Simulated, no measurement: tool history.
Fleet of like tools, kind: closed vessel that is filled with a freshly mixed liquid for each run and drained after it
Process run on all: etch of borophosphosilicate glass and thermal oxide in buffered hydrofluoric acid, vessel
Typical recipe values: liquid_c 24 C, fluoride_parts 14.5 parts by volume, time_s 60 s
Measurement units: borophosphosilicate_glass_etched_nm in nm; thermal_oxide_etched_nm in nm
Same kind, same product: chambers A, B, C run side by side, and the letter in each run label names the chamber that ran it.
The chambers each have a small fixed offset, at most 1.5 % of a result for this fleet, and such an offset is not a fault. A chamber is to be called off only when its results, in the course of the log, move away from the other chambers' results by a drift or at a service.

| run | hour | liquid_c | fluoride_parts | time_s | hours since the thermometer was replaced | hours since the hydrofluoric acid flow meter was replaced | read-back film thickness of the borophosphosilicate glass reference wafer, read on the same gauge (nm) | read-back film thickness of the thermal oxide reference wafer, read on the same gauge (nm) | borophosphosilicate_glass_etched_nm | thermal_oxide_etched_nm |
|---|---|---|---|---|---|---|---|---|---|---|
| 1B | 4.3 | 24 | 14.5 | 60 | 2075.1 | 1116.4 | 120 | 130.01 | 151 | 46.95 |
| 2A | 10.3 | 24 | 14.5 | 60 | 919.5 | 1740.4 | 119.97 | 129.98 | 149.79 | 46.57 |
| 3C | 19.9 | 24 | 14.5 | 60 | 1033.1 | 1966.5 | 119.95 | 130 | 149.24 | 47.109 |
| 4C | 28.3 | 24 | 14.5 | 60 | 1041.5 | 1974.9 | 119.96 | 130.02 | 150.01 | 46.49 |
| 5A | 32.8 | 24 | 14.5 | 60 | 942 | 1762.9 | 119.97 | 129.99 | 150.38 | 46.723 |
| 6B | 40.8 | 24 | 14.5 | 60 | 2111.6 | 1152.9 | 119.97 | 130.02 | 146.67 | 46.564 |
| 7B | 45.1 | 24 | 14.5 | 60 | 2115.9 | 1157.2 | 120.03 | 129.96 | 146.47 | 47.126 |
| 8C | 52.5 | 24 | 14.5 | 60 | 1065.7 | 1999.1 | 120.01 | 129.98 | 150.33 | 46.583 |
| 9A | 62 | 24 | 17.5 | 85 | 971.2 | 1792.1 | 120 | 130.04 | 175.11 | 54.814 |
| 10B | 71.4 | 24 | 17.5 | 85 | 2142.2 | 1183.5 | 120.05 | 129.99 | 174.22 | 54.812 |
| 11A | 77.3 | 24 | 17.5 | 85 | 986.5 | 1807.4 | 120.02 | 129.98 | 176.15 | 55.016 |
| 12C | 85.5 | 24 | 14.5 | 60 | 1098.7 | 2032.1 | 120 | 130.05 | 147.58 | 46.622 |
| 13C | 94.1 | 24 | 14.5 | 60 | 1107.3 | 2040.7 | 119.99 | 129.98 | 146.89 | 46.587 |
| 14A | 101.4 | 24 | 14.5 | 60 | 1010.6 | 1831.5 | 120.01 | 129.99 | 147.69 | 46.302 |
| 15B | 107.2 | 24 | 14.5 | 60 | 2178 | 1219.3 | 120.02 | 130.02 | 148.61 | 47.341 |
| 16B | 111.8 | 24 | 14.5 | 60 | 2182.6 | 1223.9 | 120 | 130.03 | 147.93 | 46.804 |
|  | 115.2 | chamber B: thermometer replaced |
| 17C | 116.4 | 24 | 14.5 | 60 | 1129.6 | 2063 | 119.99 | 129.97 | 150.23 | 46.461 |
| 18A | 124.3 | 24 | 12 | 60 | 1033.5 | 1854.4 | 119.97 | 129.99 | 180.23 | 55.766 |
| 19B | 132.9 | 24 | 12 | 60 | 17.7 | 1245 | 120 | 130.03 | 178.94 | 57.133 |
| 20A | 141.2 | 24 | 12 | 60 | 1050.4 | 1871.3 | 119.97 | 129.99 | 181 | 55.852 |
|  | 148.1 | chamber B: hydrofluoric acid flow meter replaced |
| 21C | 149.6 | 24 | 14.5 | 60 | 1162.8 | 2096.2 | 119.99 | 129.92 | 149.24 | 46.82 |
| 22A | 157.3 | 24 | 14.5 | 60 | 1066.5 | 1887.4 | 119.98 | 129.98 | 150.15 | 46.234 |
| 23C | 163.8 | 24 | 14.5 | 60 | 1177 | 2110.4 | 120 | 130.06 | 148.56 | 46.498 |
| 24B | 170.2 | 24 | 14.5 | 60 | 55 | 22.1 | 119.99 | 130.02 | 149.81 | 46.72 |
| 25A | 178.6 | 24 | 14.5 | 60 | 1087.8 | 1908.7 | 119.97 | 130.04 | 149.52 | 47.022 |
| 26B | 187 | 24 | 14.5 | 60 | 71.8 | 38.9 | 120.01 | 130 | 146.8 | 47.023 |
|  | 192 | chamber C: hydrofluoric acid flow meter replaced |
| 27C | 194.1 | 24 | 14.5 | 60 | 1207.3 | 2.1 | 120.01 | 130.01 | 148 | 46.437 |
| 28C | 200.8 | 26 | 14.5 | 60 | 1214 | 8.8 | 120.04 | 130 | 165.31 | 52.584 |
| 29B | 209.2 | 26 | 14.5 | 60 | 94 | 61.1 | 120.05 | 130 | 164.31 | 52.193 |
| 30A | 218.6 | 26 | 14.5 | 60 | 1127.8 | 1948.7 | 119.98 | 130.02 | 167.3 | 52.07 |
| 31B | 226.7 | 24 | 14.5 | 95 | 111.5 | 78.6 | 120.01 | 129.96 | 234.04 | 74.393 |
| 32A | 236 | 24 | 14.5 | 95 | 1145.2 | 1966.1 | 120.05 | 129.99 | 237.27 | 73.671 |
| 33C | 245.2 | 24 | 14.5 | 95 | 1258.4 | 53.2 | 119.98 | 130 | 234.44 | 74.377 |
| 34A | 252 | 24 | 14.5 | 60 | 1161.2 | 1982.1 | 119.99 | 130.03 | 151.28 | 46.949 |
| 35B | 259.1 | 24 | 9.5 | 85 | 143.9 | 111 | 119.95 | 129.98 | 312.33 | 99.553 |
| 36C | 264.9 | 24 | 9.5 | 85 | 1278.1 | 72.9 | 119.98 | 130.01 | 316.14 | 98.66 |
| 37C | 271 | 24 | 9.5 | 85 | 1284.2 | 79 | 120.04 | 129.99 | 312.65 | 99.053 |
| 38B | 275.5 | 24 | 14.5 | 60 | 160.3 | 127.4 | 120 | 130.02 | 145.44 | 46.842 |
| 39A | 280.6 | 24 | 14.5 | 60 | 1189.8 | 2010.7 | 119.96 | 130.01 | 150.23 | 47.053 |
| 40A | 285.6 | 24 | 14.5 | 60 | 1194.8 | 2015.7 | 119.94 | 129.99 | 149.55 | 46.553 |
| 41C | 290.4 | 26.5 | 11 | 60 | 1303.6 | 98.4 | 120 | 130.08 | 223.49 | 70.676 |

Read the log: is a single chamber off, either drifting away or since a service, is the gauge that measures every chamber drifting, or is nothing wrong beyond small per-chamber offsets? Name any odd chamber and what most likely caused it.

No chamber stands off beyond its own small offset, and the gauge holds steady.
